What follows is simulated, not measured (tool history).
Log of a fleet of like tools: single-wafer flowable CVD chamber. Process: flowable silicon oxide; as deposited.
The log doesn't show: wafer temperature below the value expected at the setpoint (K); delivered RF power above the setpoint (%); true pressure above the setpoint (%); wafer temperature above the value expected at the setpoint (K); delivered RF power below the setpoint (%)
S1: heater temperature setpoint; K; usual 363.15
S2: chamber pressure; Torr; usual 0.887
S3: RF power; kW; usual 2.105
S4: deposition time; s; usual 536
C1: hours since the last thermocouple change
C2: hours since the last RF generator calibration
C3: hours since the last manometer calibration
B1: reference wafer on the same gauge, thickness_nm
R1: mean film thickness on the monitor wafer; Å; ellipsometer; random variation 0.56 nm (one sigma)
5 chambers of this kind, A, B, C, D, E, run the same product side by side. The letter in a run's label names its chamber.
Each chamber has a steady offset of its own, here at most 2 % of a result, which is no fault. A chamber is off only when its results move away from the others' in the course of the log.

run	hour	S1	S2	S3	S4	C1	C2	C3	B1	R1
# hour 2.6: chamber A: RF generator calibrated
1E	6	363.15	0.887	2.105	536	155.8	724.4	594.6	601.9	5250.2
2A	12.5	363.15	0.887	2.105	536	1282.5	10	430.1	601.94	5280
3D	18.7	363.15	0.887	2.105	536	737.4	1957.3	1741.4	601.87	5252.2
4B	25.1	363.15	0.887	2.105	536	1977.8	1183.2	1207.2	601.58	5207.2
5C	31.2	363.15	0.887	2.105	536	862.5	415.3	911.1	601.62	5343.5
6D	37.3	363.15	0.887	1.77	536	756	1975.9	1760	601.58	5054.2
7B	45.6	363.15	0.887	1.77	536	1998.3	1203.7	1227.7	601.35	5000.9
8E	52.5	363.15	0.887	1.77	536	202.3	770.9	641.1	601.3	5064.6
9A	58.2	363.15	0.887	1.77	536	1328.2	55.7	475.8	601.23	5084.4
10C	63.9	363.15	0.887	1.77	536	895.2	448	943.8	601.32	5124.2
11E	72.6	358.15	0.887	2.105	536	222.4	791	661.2	601.36	6081.2
12C	77.4	358.15	0.887	2.105	536	908.7	461.5	957.3	601.04	6158.5
13B	82.2	358.15	0.887	2.105	536	2034.9	1240.3	1264.3	600.86	6033.4
14A	89.8	358.15	0.887	2.105	536	1359.8	87.3	507.4	600.94	6103.7
15D	96.6	358.15	0.887	2.105	536	815.3	2035.2	1819.3	600.88	6083
16A	102.5	363.15	0.887	2.105	536	1372.5	100	520.1	600.79	5267.4
17E	109.3	363.15	0.887	2.105	536	259.1	827.7	697.9	600.57	5250
18B	114.4	363.15	0.887	2.105	536	2067.1	1272.5	1296.5	600.66	5202.7
19C	121.1	363.15	0.887	2.105	536	952.4	505.2	1001	600.64	5320.1
20D	125.9	375.15	0.887	1.695	536	844.6	2064.5	1848.6	600.45	3332.1
21B	134.5	375.15	0.887	1.695	536	2087.2	1292.6	1316.6	600.26	3325.3
22C	140.6	375.15	0.887	1.695	536	971.9	524.7	1020.5	600.31	3410.4
23A	148.8	375.15	0.887	1.695	536	1418.8	146.3	566.4	600.42	3368.5
24E	155.3	375.15	0.887	1.695	536	305.1	873.7	743.9	600.18	3360.8
# hour 156: chamber A: thermocouple changed; heater temperature recalibrated
25D	163.3	363.15	0.887	2.105	536	882	2101.9	1886	599.91	5234.7
# hour 169.6: chamber B: capacitance manometer re-zeroed and calibrated
26D	170.8	363.15	0.887	2.105	536	889.5	2109.4	1893.5	599.85	5231.8
27C	177.3	363.15	0.887	2.105	536	1008.6	561.4	1057.2	599.86	5330.5
28B	186.7	363.15	0.887	2.105	536	2139.4	1344.8	17.1	599.73	5187
29E	194.5	363.15	0.887	2.105	536	344.3	912.9	783.1	599.63	5235
30A	199.5	363.15	0.887	2.105	536	43.6	197	617.1	599.55	5255.4
31C	208.6	363.15	0.887	2.105	536	1039.9	592.7	1088.5	599.34	5310.9
32A	215.3	363.15	0.887	2.105	536	59.4	212.8	632.9	599.35	5256.3

What goes on in this fleet: one chamber off, a drifting gauge, or nothing beyond the chambers' own small offsets? Name the chamber and the cause, if any.

The gauge drifts, so all chambers seem to drift together. No chamber is off.
Cause: gauge reads low (%) = 0.44.
